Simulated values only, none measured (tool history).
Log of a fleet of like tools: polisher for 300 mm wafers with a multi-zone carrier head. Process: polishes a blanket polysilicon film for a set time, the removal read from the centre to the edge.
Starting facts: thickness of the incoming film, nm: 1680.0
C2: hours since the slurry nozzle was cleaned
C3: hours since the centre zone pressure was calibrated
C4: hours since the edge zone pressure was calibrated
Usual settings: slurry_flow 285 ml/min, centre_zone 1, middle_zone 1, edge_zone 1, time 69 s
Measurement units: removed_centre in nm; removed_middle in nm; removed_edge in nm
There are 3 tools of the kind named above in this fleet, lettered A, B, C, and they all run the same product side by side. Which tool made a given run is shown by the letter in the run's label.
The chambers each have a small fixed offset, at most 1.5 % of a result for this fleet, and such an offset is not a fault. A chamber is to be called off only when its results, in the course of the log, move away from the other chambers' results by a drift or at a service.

{"hour": 5.0, "done": "chamber A: slurry nozzle cleaned"}
{"run": "1B", "hour": 8.8, "slurry_flow": 285, "centre_zone": 1, "middle_zone": 1, "edge_zone": 1, "time": 69, "wafers polished on this pad": 271, "C2": 76.9, "C3": 176.3, "C4": 269.1, "removed_centre": 445.08, "removed_middle": 430.44, "removed_edge": 431.44}
{"run": "2C", "hour": 17.8, "slurry_flow": 285, "centre_zone": 1, "middle_zone": 1, "edge_zone": 1, "time": 69, "wafers polished on this pad": 311, "C2": 497.5, "C3": 878.9, "C4": 1301.7, "removed_centre": 439.33, "removed_middle": 434.48, "removed_edge": 438.48}
{"hour": 20.9, "done": "chamber C: slurry nozzle cleaned"}
{"run": "3A", "hour": 23.8, "slurry_flow": 285, "centre_zone": 1, "middle_zone": 1, "edge_zone": 1, "time": 69, "wafers polished on this pad": 724, "C2": 18.8, "C3": 217, "C4": 542.3, "removed_centre": 442.18, "removed_middle": 446.36, "removed_edge": 440.22}
{"hour": 25.5, "done": "chamber A: worn pad replaced by a new one"}
{"run": "4C", "hour": 29.5, "slurry_flow": 285, "centre_zone": 1, "middle_zone": 1, "edge_zone": 1, "time": 69, "wafers polished on this pad": 453, "C2": 8.6, "C3": 890.6, "C4": 1313.4, "removed_centre": 441.74, "removed_middle": 433.03, "removed_edge": 441.37}
{"hour": 32.4, "done": "chamber B: worn pad replaced by a new one"}
{"run": "5A", "hour": 38.7, "slurry_flow": 285, "centre_zone": 1, "middle_zone": 1, "edge_zone": 1, "time": 69, "wafers polished on this pad": 161, "C2": 33.7, "C3": 231.9, "C4": 557.2, "removed_centre": 439.51, "removed_middle": 440.73, "removed_edge": 441.18}
{"run": "6B", "hour": 49.0, "slurry_flow": 285, "centre_zone": 1, "middle_zone": 1, "edge_zone": 1, "time": 69, "wafers polished on this pad": 202, "C2": 117.1, "C3": 216.5, "C4": 309.3, "removed_centre": 444.91, "removed_middle": 433.95, "removed_edge": 433.07}
{"run": "7A", "hour": 57.9, "slurry_flow": 285, "centre_zone": 1, "middle_zone": 1, "edge_zone": 1, "time": 69, "wafers polished on this pad": 394, "C2": 52.9, "C3": 251.1, "C4": 576.4, "removed_centre": 436.69, "removed_middle": 441.14, "removed_edge": 435.2}
{"run": "8C", "hour": 66.3, "slurry_flow": 285, "centre_zone": 1.04, "middle_zone": 0.92, "edge_zone": 1, "time": 69, "wafers polished on this pad": 900, "C2": 45.4, "C3": 927.4, "C4": 1350.2, "removed_centre": 456.72, "removed_middle": 406.98, "removed_edge": 438.71}
{"run": "9B", "hour": 72.1, "slurry_flow": 285, "centre_zone": 1.04, "middle_zone": 0.92, "edge_zone": 1, "time": 69, "wafers polished on this pad": 483, "C2": 140.2, "C3": 239.6, "C4": 332.4, "removed_centre": 459.32, "removed_middle": 409.02, "removed_edge": 434.22}
{"run": "10A", "hour": 80.4, "slurry_flow": 285, "centre_zone": 1.04, "middle_zone": 0.92, "edge_zone": 1, "time": 69, "wafers polished on this pad": 667, "C2": 75.4, "C3": 273.6, "C4": 598.9, "removed_centre": 458.57, "removed_middle": 404.95, "removed_edge": 435.34}
{"hour": 80.9, "done": "chamber A: worn pad replaced by a new one"}
{"hour": 84.6, "done": "chamber B: worn pad replaced by a new one"}
{"run": "11C", "hour": 85.5, "slurry_flow": 185, "centre_zone": 1, "middle_zone": 1, "edge_zone": 1, "time": 86, "wafers polished on this pad": 1133, "C2": 64.6, "C3": 946.6, "C4": 1369.4, "removed_centre": 508.26, "removed_middle": 502.91, "removed_edge": 526.44}
{"run": "12B", "hour": 92.3, "slurry_flow": 185, "centre_zone": 1, "middle_zone": 1, "edge_zone": 1, "time": 86, "wafers polished on this pad": 94, "C2": 160.4, "C3": 259.8, "C4": 352.6, "removed_centre": 517.59, "removed_middle": 507.46, "removed_edge": 520.21}
{"hour": 93.0, "done": "chamber C: edge zone pressure recalibrated"}
{"run": "13C", "hour": 99.2, "slurry_flow": 185, "centre_zone": 1, "middle_zone": 1, "edge_zone": 1, "time": 86, "wafers polished on this pad": 1299, "C2": 78.3, "C3": 960.3, "C4": 6.2, "removed_centre": 515.05, "removed_middle": 517.19, "removed_edge": 525.18}
{"run": "14A", "hour": 108.3, "slurry_flow": 285, "centre_zone": 1, "middle_zone": 1, "edge_zone": 1, "time": 69, "wafers polished on this pad": 333, "C2": 103.3, "C3": 301.5, "C4": 626.8, "removed_centre": 440.07, "removed_middle": 437.86, "removed_edge": 439.1}
{"hour": 110.4, "done": "chamber C: worn pad replaced by a new one"}
{"run": "15B", "hour": 113.2, "slurry_flow": 285, "centre_zone": 1, "middle_zone": 1, "edge_zone": 1, "time": 87, "wafers polished on this pad": 347, "C2": 181.3, "C3": 280.7, "C4": 373.5, "removed_centre": 553.57, "removed_middle": 548.56, "removed_edge": 546.76}
{"hour": 119.5, "done": "chamber A: edge zone pressure recalibrated"}
{"run": "16B", "hour": 121.8, "slurry_flow": 285, "centre_zone": 1, "middle_zone": 1, "edge_zone": 1, "time": 87, "wafers polished on this pad": 452, "C2": 189.9, "C3": 289.3, "C4": 382.1, "removed_centre": 559.53, "removed_middle": 545.14, "removed_edge": 545.73}
{"run": "17C", "hour": 127.7, "slurry_flow": 285, "centre_zone": 1, "middle_zone": 1, "edge_zone": 1, "time": 87, "wafers polished on this pad": 210, "C2": 106.8, "C3": 988.8, "C4": 34.7, "removed_centre": 550.17, "removed_middle": 546.78, "removed_edge": 553.25}
{"hour": 131.2, "done": "chamber C: centre zone pressure recalibrated"}
{"hour": 134.2, "done": "chamber B: worn pad replaced by a new one"}
{"run": "18A", "hour": 134.8, "slurry_flow": 285, "centre_zone": 1, "middle_zone": 1, "edge_zone": 1, "time": 69, "wafers polished on this pad": 654, "C2": 129.8, "C3": 328, "C4": 15.4, "removed_centre": 436.46, "removed_middle": 430.99, "removed_edge": 438.55}
{"hour": 142.6, "done": "chamber A: worn pad replaced by a new one"}
{"run": "19A", "hour": 145.0, "slurry_flow": 285, "centre_zone": 1, "middle_zone": 1, "edge_zone": 1, "time": 69, "wafers polished on this pad": 29, "C2": 140, "C3": 338.2, "C4": 25.6, "removed_centre": 443.36, "removed_middle": 444.15, "removed_edge": 433.64}
{"run": "20C", "hour": 154.1, "slurry_flow": 285, "centre_zone": 1, "middle_zone": 1, "edge_zone": 1, "time": 69, "wafers polished on this pad": 530, "C2": 133.2, "C3": 22.9, "C4": 61.1, "removed_centre": 438.92, "removed_middle": 436.47, "removed_edge": 438.93}
{"run": "21B", "hour": 159.9, "slurry_flow": 285, "centre_zone": 1, "middle_zone": 1, "edge_zone": 1, "time": 69, "wafers polished on this pad": 312, "C2": 228, "C3": 327.4, "C4": 420.2, "removed_centre": 447.51, "removed_middle": 434.99, "removed_edge": 430.35}
{"run": "22B", "hour": 165.2, "slurry_flow": 285, "centre_zone": 1, "middle_zone": 1, "edge_zone": 1, "time": 69, "wafers polished on this pad": 376, "C2": 233.3, "C3": 332.7, "C4": 425.5, "removed_centre": 445.31, "removed_middle": 429.25, "removed_edge": 430.49}
{"run": "23C", "hour": 173.6, "slurry_flow": 285, "centre_zone": 1, "middle_zone": 1, "edge_zone": 1, "time": 69, "wafers polished on this pad": 767, "C2": 152.7, "C3": 42.4, "C4": 80.6, "removed_centre": 435.95, "removed_middle": 433.98, "removed_edge": 444.06}
{"run": "24A", "hour": 181.7, "slurry_flow": 285, "centre_zone": 1, "middle_zone": 1, "edge_zone": 1, "time": 69, "wafers polished on this pad": 474, "C2": 176.7, "C3": 374.9, "C4": 62.3, "removed_centre": 440.28, "removed_middle": 444.97, "removed_edge": 438.33}
{"run": "25C", "hour": 187.3, "slurry_flow": 285, "centre_zone": 1, "middle_zone": 1, "edge_zone": 1, "time": 69, "wafers polished on this pad": 933, "C2": 166.4, "C3": 56.1, "C4": 94.3, "removed_centre": 441.89, "removed_middle": 437.21, "removed_edge": 443.09}
{"run": "26A", "hour": 193.7, "slurry_flow": 285, "centre_zone": 1, "middle_zone": 1, "edge_zone": 1, "time": 69, "wafers polished on this pad": 620, "C2": 188.7, "C3": 386.9, "C4": 74.3, "removed_centre": 439.38, "removed_middle": 439.75, "removed_edge": 435.75}

Does one chamber stand apart from the rest, does the shared gauge drift, or is all well apart from small per-chamber offsets? Give the chamber and the most likely cause, where there is one.

The fleet is healthy, with each chamber sitting at its usual small offset and no drift in the gauge.
